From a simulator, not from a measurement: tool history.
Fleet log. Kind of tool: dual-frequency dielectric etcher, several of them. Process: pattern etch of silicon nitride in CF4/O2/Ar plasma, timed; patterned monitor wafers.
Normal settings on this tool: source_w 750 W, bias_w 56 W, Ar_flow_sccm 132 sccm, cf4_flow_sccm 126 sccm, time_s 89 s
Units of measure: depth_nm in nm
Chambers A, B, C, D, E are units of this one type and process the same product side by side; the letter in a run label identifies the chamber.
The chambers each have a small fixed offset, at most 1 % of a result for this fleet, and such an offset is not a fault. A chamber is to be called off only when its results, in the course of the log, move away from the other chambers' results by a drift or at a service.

run   hour  source_w  bias_w  Ar_flow_sccm  cf4_flow_sccm  time_s  read-back reference wafer on the same gauge, depth_nm  depth_nm
 1E   12.6       750      56           132            126      89                                                 223.06    249.19
 2B   23.8       750      56           132            126      89                                                 222.85    249.06
 3A   32.9       750      56           132            126      89                                                    223    249.18
 4C   40.6       750      56           132            126      89                                                 223.01    247.27
 5D   47.9       750      56           132            126      89                                                    223    248.58
 6A   61.2       750      56           132            126      89                                                 223.05    249.78
 7E   68.7       750      56           132            126      89                                                 222.98    249.41
 8B   78.8       750      56           132            126      89                                                 222.96    247.74
 9C   90.9       750      56           132            126      89                                                  223.3    248.85
10D  104.6       750      56           132            126      89                                                 223.15    249.32
11E  118.3       750      56           132            126      89                                                 222.88    249.18
12C  129.3       750      56           132            126      89                                                 223.05    247.72
13B  142.1       750      56           132            126      89                                                 223.09    247.69
14A  149.6       750      56           132            126      89                                                 223.12     248.8
     150.4  -- chamber B: wet clean of the chamber
     154.9  -- chamber A: wet clean of the chamber
15D  162.9       750      56           132            126      89                                                 223.08    251.05
16D  173.7       750      56           132            126      89                                                 222.88    251.27
17C  183.1       750      56           132            126      89                                                 222.82    248.25
18A  190.6       750      56           132            126      89                                                 223.12    248.54
19B    199       750      56           132            126      89                                                 222.87    246.98
20E  209.9       940      56           132            126      89                                                 222.81    303.49
21E  223.1       940      56           132            126      89                                                 223.08    302.41
22D  229.8       940      56           132            126      89                                                 223.11    308.01
23B  237.7       940      56           132            126      89                                                 222.97    301.76
24C  245.3       940      56           132            126      89                                                 222.97    303.06
25A  259.2       750      56           132            138      99                                                 223.22    282.04
26E  267.6       750      56           132            138      99                                                 222.82    282.39
27C    280       750      56           132            138      99                                                 223.01    276.97
28B  291.9       750      56           132            138      99                                                 223.09    277.83
29D  304.3       750      56           132            138      99                                                 222.86    285.76
     311.4  -- chamber E: wet clean of the chamber
30A  313.5       750      56           132            126      89                                                 223.15    248.81
31A  326.2       750      56           132            126      89                                                 222.94    248.05
       331  -- chamber C: wet clean of the chamber
32B  339.8       750      56           132            126      89                                                 222.94    246.94
33D  353.4       750      56           132            126      89                                                 222.89    254.55
34E  363.4       750      56           132            126      89                                                 223.13    250.11
35C  374.2       750      56           132            126      89                                                    223    247.58
36A    385       750      56           132            126      89                                                 222.97    248.35
37D  392.9       750      56           132            126      89                                                 223.07    256.27

The same settings go to every chamber for the next run, one line per chamber below. Forecast the results for each:
38A  402.9       750      56           132            126      89                                                                ?
38B  402.9       750      56           132            126      89                                                                ?
38C  402.9       750      56           132            126      89                                                                ?
38D  402.9       750      56           132            126      89                                                                ?
38E  402.9       750      56           132            126      89                                                                ?

run  depth_nm
38A    249.83
38B    245.99
38C    247.35
38D    256.12
38E    249.41

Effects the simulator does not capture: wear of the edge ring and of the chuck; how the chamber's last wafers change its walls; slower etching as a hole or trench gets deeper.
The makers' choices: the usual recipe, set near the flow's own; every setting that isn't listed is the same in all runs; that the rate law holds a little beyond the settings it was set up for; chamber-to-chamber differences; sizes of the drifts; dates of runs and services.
